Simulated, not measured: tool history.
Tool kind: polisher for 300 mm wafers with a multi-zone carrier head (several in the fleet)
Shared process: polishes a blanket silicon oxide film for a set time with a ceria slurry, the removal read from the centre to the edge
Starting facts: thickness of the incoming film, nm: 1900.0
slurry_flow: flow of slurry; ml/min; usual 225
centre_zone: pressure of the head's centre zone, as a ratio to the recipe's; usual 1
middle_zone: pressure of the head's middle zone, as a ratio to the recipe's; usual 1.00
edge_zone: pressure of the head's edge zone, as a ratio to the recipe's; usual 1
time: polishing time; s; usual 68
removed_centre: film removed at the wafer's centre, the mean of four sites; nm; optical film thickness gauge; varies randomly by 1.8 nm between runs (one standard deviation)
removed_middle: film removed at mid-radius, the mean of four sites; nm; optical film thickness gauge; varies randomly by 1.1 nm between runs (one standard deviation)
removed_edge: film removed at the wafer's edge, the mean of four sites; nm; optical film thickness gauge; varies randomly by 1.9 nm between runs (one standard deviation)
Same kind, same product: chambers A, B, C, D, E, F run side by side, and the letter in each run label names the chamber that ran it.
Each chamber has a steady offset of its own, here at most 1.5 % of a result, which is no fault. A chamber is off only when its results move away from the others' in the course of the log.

run,hour,slurry_flow,centre_zone,middle_zone,edge_zone,time,removed_centre,removed_middle,removed_edge
1B,9.3,225,1,1.00,1,68,171.46,169.16,166.69
2A,17.6,225,1,1.00,1,68,164.92,169.96,172.12
# hour 20.0: chamber C: worn pad replaced by a new one
3D,23.9,225,1,1.00,1,68,169.79,171.74,169.64
4E,29.3,225,1,1.00,1,68,170.25,168.37,166.54
5F,38.5,225,1,1.00,1,68,171.44,172.91,171.07
6C,43.9,225,1,1.00,1,68,165.71,168.19,167.84
7A,52.4,225,1,1.00,1,68,164.91,169.60,166.94
# hour 57.1: chamber C: edge zone pressure recalibrated
8E,61.9,225,1,1.00,1,68,171.60,167.06,164.73
9F,67.4,265,1,0.91,1,68,175.03,159.72,172.27
10D,74.0,265,1,0.91,1,68,169.50,156.56,169.14
11C,79.9,265,1,0.91,1,68,172.60,157.37,172.23
# hour 80.2: chamber E: worn pad replaced by a new one
12B,87.7,265,1,0.91,1,68,174.40,158.99,173.69
# hour 88.0: chamber B: worn pad replaced by a new one
# hour 92.5: chamber A: centre zone pressure recalibrated
13F,93.4,265,1,0.91,1,68,170.13,158.64,167.89
14C,98.2,265,1,0.91,1,68,171.38,158.12,173.79
15A,104.0,225,1,1.00,1,68,164.79,169.76,169.44
16E,111.3,285,1,1.00,1,68,173.25,174.00,172.41
# hour 115.1: chamber A: worn pad replaced by a new one
17B,116.4,285,1,1.00,1,68,174.18,175.77,168.07
18D,121.3,285,1,1.00,1,68,168.66,174.59,167.69
# hour 121.6: chamber C: slurry nozzle cleaned
19D,128.3,285,1,1.00,1,68,175.40,174.90,172.94
20E,133.3,285,1,1.00,1,68,174.25,172.80,174.50
# hour 136.8: chamber D: slurry nozzle cleaned
21F,142.2,285,1,1.00,1,68,167.94,169.31,164.07
22C,146.6,225,1,1.00,1,68,168.43,167.55,167.90
23A,155.8,225,1,1.00,1,68,166.39,169.91,168.83
# hour 156.4: chamber D: worn pad replaced by a new one
24B,161.7,225,1,1.00,1,68,170.10,169.37,165.72
# hour 162.8: chamber A: slurry nozzle cleaned
25C,169.8,225,1,1.00,1,68,168.24,168.22,172.69
26F,174.3,225,1,1.00,1,68,162.12,159.14,158.29
# hour 178.9: chamber A: edge zone pressure recalibrated
# hour 181.2: chamber C: centre zone pressure recalibrated
27D,182.0,225,1,1.00,1,68,171.32,170.01,168.98
28B,186.9,225,1,1.07,1,68,169.12,178.72,165.52
# hour 189.4: chamber C: worn pad replaced by a new one
29E,196.4,225,1,1.07,1,68,167.72,177.58,164.26
# hour 197.4: chamber E: worn pad replaced by a new one
30A,202.1,225,1,1.07,1,68,166.26,179.96,169.86
31F,207.3,225,1,1.07,1,68,155.23,166.56,156.53
# hour 214.4: chamber B: worn pad replaced by a new one
32A,217.3,225,1,1.07,1,68,165.17,179.87,170.55
33D,222.3,225,1,1.07,1,68,166.62,179.95,166.63
34C,231.9,225,1,1.00,1,68,166.01,169.09,169.70
35E,239.7,225,1,1.00,1,68,172.11,169.94,165.28
36B,249.1,225,1,1.00,1,68,170.80,171.13,168.50

All chambers now run identical settings, listed one chamber a line with results as question marks. What results will each chamber show?
37A,256.4,225,1,1.00,1,68,?,?,?
37B,256.4,225,1,1.00,1,68,?,?,?
37C,256.4,225,1,1.00,1,68,?,?,?
37D,256.4,225,1,1.00,1,68,?,?,?
37E,256.4,225,1,1.00,1,68,?,?,?
37F,256.4,225,1,1.00,1,68,?,?,?

run,removed_centre,removed_middle,removed_edge
37A,165.88,169.07,167.47
37B,170.16,169.61,166.40
37C,170.23,169.24,169.08
37D,166.23,170.87,165.30
37E,170.25,167.29,165.43
37F,150.04,150.62,151.11
